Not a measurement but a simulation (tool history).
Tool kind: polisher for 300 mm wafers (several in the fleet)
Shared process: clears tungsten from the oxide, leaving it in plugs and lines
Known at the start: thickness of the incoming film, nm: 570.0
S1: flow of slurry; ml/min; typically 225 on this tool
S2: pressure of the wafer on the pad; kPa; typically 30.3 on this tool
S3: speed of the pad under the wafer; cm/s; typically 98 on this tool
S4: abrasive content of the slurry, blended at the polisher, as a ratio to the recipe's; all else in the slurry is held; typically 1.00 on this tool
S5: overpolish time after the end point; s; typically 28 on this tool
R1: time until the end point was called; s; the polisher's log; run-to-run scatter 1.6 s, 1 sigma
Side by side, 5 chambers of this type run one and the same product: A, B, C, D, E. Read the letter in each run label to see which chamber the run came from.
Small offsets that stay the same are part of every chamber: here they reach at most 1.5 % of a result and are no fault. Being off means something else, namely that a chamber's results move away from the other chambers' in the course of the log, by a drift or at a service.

run,day,S1,S2,S3,S4,S5,R1
# day 0.142: chamber A: worn pad replaced by a new one
1D,0.358,225,30.3,98,1.00,28,103.130
2C,0.829,225,30.3,98,1.00,28,98.348
# day 0.962: chamber D: slurry blender recalibrated
# day 1.000: chamber D: slurry tank refilled with fresh slurry and peroxide
3B,1.262,225,30.3,98,1.00,28,100.660
# day 1.367: chamber E: worn pad replaced by a new one
# day 1.454: chamber B: worn pad replaced by a new one
4A,1.629,225,30.3,98,1.00,28,100.670
# day 1.817: chamber D: worn pad replaced by a new one
# day 2.104: chamber C: worn pad replaced by a new one
5E,2.158,225,30.3,98,1.00,28,102.220
# day 2.300: chamber E: head pressure recalibrated
6A,2.675,225,30.3,98,1.00,28,100.920
7B,3.167,225,30.3,98,1.00,28,98.198
# day 3.204: chamber E: slurry tank refilled with fresh slurry and peroxide
# day 3.504: chamber C: slurry tank refilled with fresh slurry and peroxide
8E,3.833,225,30.3,98,1.00,28,101.430
# day 4.000: chamber A: slurry tank refilled with fresh slurry and peroxide
# day 4.071: chamber B: slurry blender recalibrated
9C,4.229,225,30.3,98,1.00,28,98.541
# day 4.271: chamber E: worn pad replaced by a new one
# day 4.404: chamber D: slurry tank refilled with fresh slurry and peroxide
10D,4.542,225,30.3,98,1.00,28,98.834
# day 4.562: chamber A: head pressure recalibrated
# day 4.838: chamber A: worn pad replaced by a new one
11B,5.046,225,30.3,98,1.00,28,96.915
# day 5.438: chamber D: worn pad replaced by a new one
12E,5.450,225,30.3,98,1.00,28,101.960
# day 5.662: chamber C: worn pad replaced by a new one
# day 5.771: chamber E: slurry nozzle cleaned
13D,5.829,225,30.3,98,1.00,28,99.769
# day 6.000: chamber B: worn pad replaced by a new one
14A,6.300,225,30.3,98,1.00,28,98.807
# day 6.379: chamber A: slurry nozzle cleaned
# day 6.533: chamber B: head pressure recalibrated
# day 6.779: chamber C: slurry tank refilled with fresh slurry and peroxide
15C,6.988,225,30.3,98,1.00,28,98.851
# day 7.379: chamber D: slurry tank refilled with fresh slurry and peroxide
16D,7.408,225,30.3,98,1.00,28,98.956
# day 7.667: chamber E: worn pad replaced by a new one
17B,7.779,225,30.3,98,1.00,28,105.390
# day 8.138: chamber E: slurry blender recalibrated
18E,8.379,225,30.3,98,1.00,28,97.754
# day 8.621: chamber C: worn pad replaced by a new one
# day 8.667: chamber E: slurry tank refilled with fresh slurry and peroxide
# day 8.671: chamber C: slurry blender recalibrated
19C,8.758,275,30.3,98,1.00,37,98.408
# day 8.879: chamber D: head pressure recalibrated
# day 9.296: chamber D: worn pad replaced by a new one
20A,9.396,275,30.3,98,1.00,37,99.144
# day 9.583: chamber A: slurry tank refilled with fresh slurry and peroxide
# day 9.779: chamber A: worn pad replaced by a new one
21C,9.975,275,30.3,98,1.00,37,99.631
# day 10.571: chamber C: slurry tank refilled with fresh slurry and peroxide
# day 10.633: chamber E: worn pad replaced by a new one
22D,10.646,275,30.3,98,1.00,37,98.304
# day 10.712: chamber A: slurry blender recalibrated
23E,10.946,275,30.3,98,1.00,37,96.735
# day 11.000: chamber D: slurry tank refilled with fresh slurry and peroxide
# day 11.158: chamber B: worn pad replaced by a new one
24B,11.404,225,30.3,98,1.00,28,105.480
# day 11.812: chamber D: slurry blender recalibrated
25A,11.921,225,30.3,98,1.00,28,99.164
# day 12.417: chamber C: worn pad replaced by a new one
26C,12.612,225,30.3,98,1.00,28,100.630
# day 12.875: chamber D: worn pad replaced by a new one
27D,12.938,225,30.3,98,1.00,28,99.493
28B,13.271,225,30.3,98,1.00,28,110.620
# day 13.296: chamber D: slurry nozzle cleaned
29E,13.792,225,30.3,98,1.00,28,101.840
# day 13.883: chamber A: worn pad replaced by a new one
# day 14.133: chamber D: slurry tank refilled with fresh slurry and peroxide
30A,14.200,225,30.3,98,1.00,28,97.050
# day 14.462: chamber C: head pressure recalibrated
# day 14.462: chamber C: slurry tank refilled with fresh slurry and peroxide
# day 14.479: chamber E: worn pad replaced by a new one
# day 14.629: chamber B: slurry nozzle cleaned
# day 14.633: chamber A: slurry nozzle cleaned
# day 14.796: chamber E: slurry tank refilled with fresh slurry and peroxide
31B,14.804,225,30.3,98,1.00,28,114.850
32A,15.175,225,30.3,98,1.00,28,99.088
# day 15.412: chamber C: worn pad replaced by a new one
33E,15.850,225,30.3,98,1.00,28,99.952
34C,16.508,225,30.3,98,0.75,42,106.800
# day 16.704: chamber D: worn pad replaced by a new one
35D,17.012,225,30.3,98,0.75,42,104.890

Next, all 5 chambers run the settings below, one line each with question marks for the results. What does each chamber give?
36A,17.512,225,30.3,98,1.00,28,?
36B,17.512,225,30.3,98,1.00,28,?
36C,17.512,225,30.3,98,1.00,28,?
36D,17.512,225,30.3,98,1.00,28,?
36E,17.512,225,30.3,98,1.00,28,?

run,R1
36A,99.160
36B,116.820
36C,99.511
36D,98.995
36E,103.640
